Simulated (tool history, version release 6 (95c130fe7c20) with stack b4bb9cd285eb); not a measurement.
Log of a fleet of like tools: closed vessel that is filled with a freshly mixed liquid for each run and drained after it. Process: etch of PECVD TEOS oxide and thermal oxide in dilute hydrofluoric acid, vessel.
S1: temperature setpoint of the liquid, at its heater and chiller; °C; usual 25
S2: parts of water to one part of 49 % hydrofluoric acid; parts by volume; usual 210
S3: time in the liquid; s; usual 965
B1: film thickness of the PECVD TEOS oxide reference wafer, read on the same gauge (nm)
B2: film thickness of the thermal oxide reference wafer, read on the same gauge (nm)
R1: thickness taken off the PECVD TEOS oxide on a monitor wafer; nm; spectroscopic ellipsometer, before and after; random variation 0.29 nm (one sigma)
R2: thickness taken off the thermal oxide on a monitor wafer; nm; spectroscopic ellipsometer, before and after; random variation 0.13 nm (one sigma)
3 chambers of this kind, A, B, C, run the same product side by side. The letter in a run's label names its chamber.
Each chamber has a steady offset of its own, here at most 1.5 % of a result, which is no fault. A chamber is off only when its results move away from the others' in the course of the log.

run 1A day=0.333 | S1=25 S2=210 S3=965 | B1=99.992 B2=89.984 | R1=40.416 R2=19.2030
run 2C day=0.538 | S1=25 S2=210 S3=965 | B1=100.030 B2=90.010 | R1=40.551 R2=19.3960
run 3B day=0.767 | S1=25 S2=210 S3=965 | B1=100.010 B2=90.015 | R1=41.017 R2=19.0670
run 4B day=1.008 | S1=25 S2=210 S3=965 | B1=99.978 B2=89.994 | R1=40.913 R2=19.5010
run 5A day=1.258 | S1=25 S2=210 S3=965 | B1=99.975 B2=89.981 | R1=41.161 R2=19.1410
run 6C day=1.550 | S1=22 S2=300 S3=965 | B1=99.975 B2=89.968 | R1=23.448 R2=11.0780
run 7C day=1.958 | S1=22 S2=300 S3=965 | B1=99.984 B2=89.996 | R1=23.579 R2=11.1710
run 8A day=2.288 | S1=22 S2=300 S3=965 | B1=100.010 B2=90.009 | R1=23.680 R2=11.0930
run 9B day=2.650 | S1=25 S2=210 S3=965 | B1=99.993 B2=89.994 | R1=41.245 R2=19.2450
run 10C day=2.942 | S1=25 S2=210 S3=495 | B1=99.978 B2=90.003 | R1=20.716 R2=10.0480
run 11B day=3.288 | S1=25 S2=210 S3=495 | B1=99.998 B2=90.001 | R1=20.970 R2=10.0000
run 12A day=3.621 | S1=25 S2=210 S3=495 | B1=99.977 B2=89.964 | R1=21.206 R2=9.9559
run 13C day=3.925 | S1=25 S2=210 S3=965 | B1=99.983 B2=90.004 | R1=40.807 R2=19.3490
run 14B day=4.221 | S1=25 S2=210 S3=965 | B1=99.991 B2=90.001 | R1=41.587 R2=19.5610
run 15A day=4.512 | S1=25 S2=155 S3=680 | B1=100.000 B2=89.965 | R1=41.835 R2=19.4140
-- day=4.650 chamber A: thermometer replaced
run 16B day=4.712 | S1=25 S2=155 S3=680 | B1=99.993 B2=90.020 | R1=41.640 R2=19.4370
run 17C day=5.067 | S1=25 S2=155 S3=680 | B1=99.995 B2=89.998 | R1=41.440 R2=19.8160
run 18A day=5.246 | S1=25 S2=210 S3=965 | B1=100.020 B2=90.046 | R1=41.476 R2=19.3540
run 19C day=5.546 | S1=25 S2=210 S3=965 | B1=99.990 B2=89.985 | R1=40.358 R2=19.4030
run 20A day=5.846 | S1=25 S2=210 S3=965 | B1=100.020 B2=90.016 | R1=41.144 R2=19.2210
run 21B day=6.117 | S1=25 S2=210 S3=965 | B1=100.000 B2=89.994 | R1=40.997 R2=19.2400
run 22B day=6.383 | S1=25 S2=255 S3=965 | B1=99.976 B2=89.998 | R1=32.386 R2=15.3960
run 23C day=6.600 | S1=25 S2=255 S3=965 | B1=100.010 B2=89.992 | R1=31.864 R2=15.4340
run 24A day=6.821 | S1=25 S2=255 S3=965 | B1=100.010 B2=90.008 | R1=32.544 R2=15.0800
run 25A day=7.083 | S1=25 S2=210 S3=965 | B1=100.010 B2=89.987 | R1=41.401 R2=19.1500
run 26C day=7.354 | S1=25 S2=210 S3=965 | B1=100.020 B2=90.031 | R1=40.793 R2=19.4060
run 27B day=7.642 | S1=25 S2=210 S3=965 | B1=99.980 B2=89.976 | R1=41.289 R2=19.1710
run 28B day=7.992 | S1=25 S2=210 S3=965 | B1=99.994 B2=89.994 | R1=41.080 R2=19.5150
run 29A day=8.367 | S1=25 S2=275 S3=450 | B1=99.963 B2=90.013 | R1=13.848 R2=6.4799
run 30C day=8.600 | S1=25 S2=275 S3=450 | B1=100.000 B2=89.955 | R1=13.416 R2=6.4410
run 31B day=8.858 | S1=25 S2=275 S3=450 | B1=100.010 B2=89.990 | R1=13.940 R2=6.4451
run 32A day=9.158 | S1=25 S2=210 S3=965 | B1=99.946 B2=89.997 | R1=41.616 R2=19.2590
run 33C day=9.346 | S1=25 S2=210 S3=965 | B1=100.030 B2=90.006 | R1=40.598 R2=19.3600
run 34B day=9.571 | S1=25 S2=210 S3=965 | B1=100.020 B2=90.003 | R1=41.094 R2=19.1470
run 35C day=9.800 | S1=25 S2=210 S3=965 | B1=99.980 B2=90.011 | R1=40.810 R2=19.5300
run 36A day=10.042 | S1=25 S2=210 S3=965 | B1=100.020 B2=90.001 | R1=41.240 R2=19.3840
run 37A day=10.262 | S1=25 S2=210 S3=965 | B1=99.946 B2=90.033 | R1=41.224 R2=19.4550

All 3 chambers run these settings next. Forecast each chamber's results:
run 38A day=10.558 | S1=28 S2=210 S3=965 | R1=? R2=?
run 38B day=10.558 | S1=28 S2=210 S3=965 | R1=? R2=?
run 38C day=10.558 | S1=28 S2=210 S3=965 | R1=? R2=?

run=38A R1=45.798 R2=21.4800
run=38B R1=46.200 R2=21.7560
run=38C R1=45.492 R2=21.6030

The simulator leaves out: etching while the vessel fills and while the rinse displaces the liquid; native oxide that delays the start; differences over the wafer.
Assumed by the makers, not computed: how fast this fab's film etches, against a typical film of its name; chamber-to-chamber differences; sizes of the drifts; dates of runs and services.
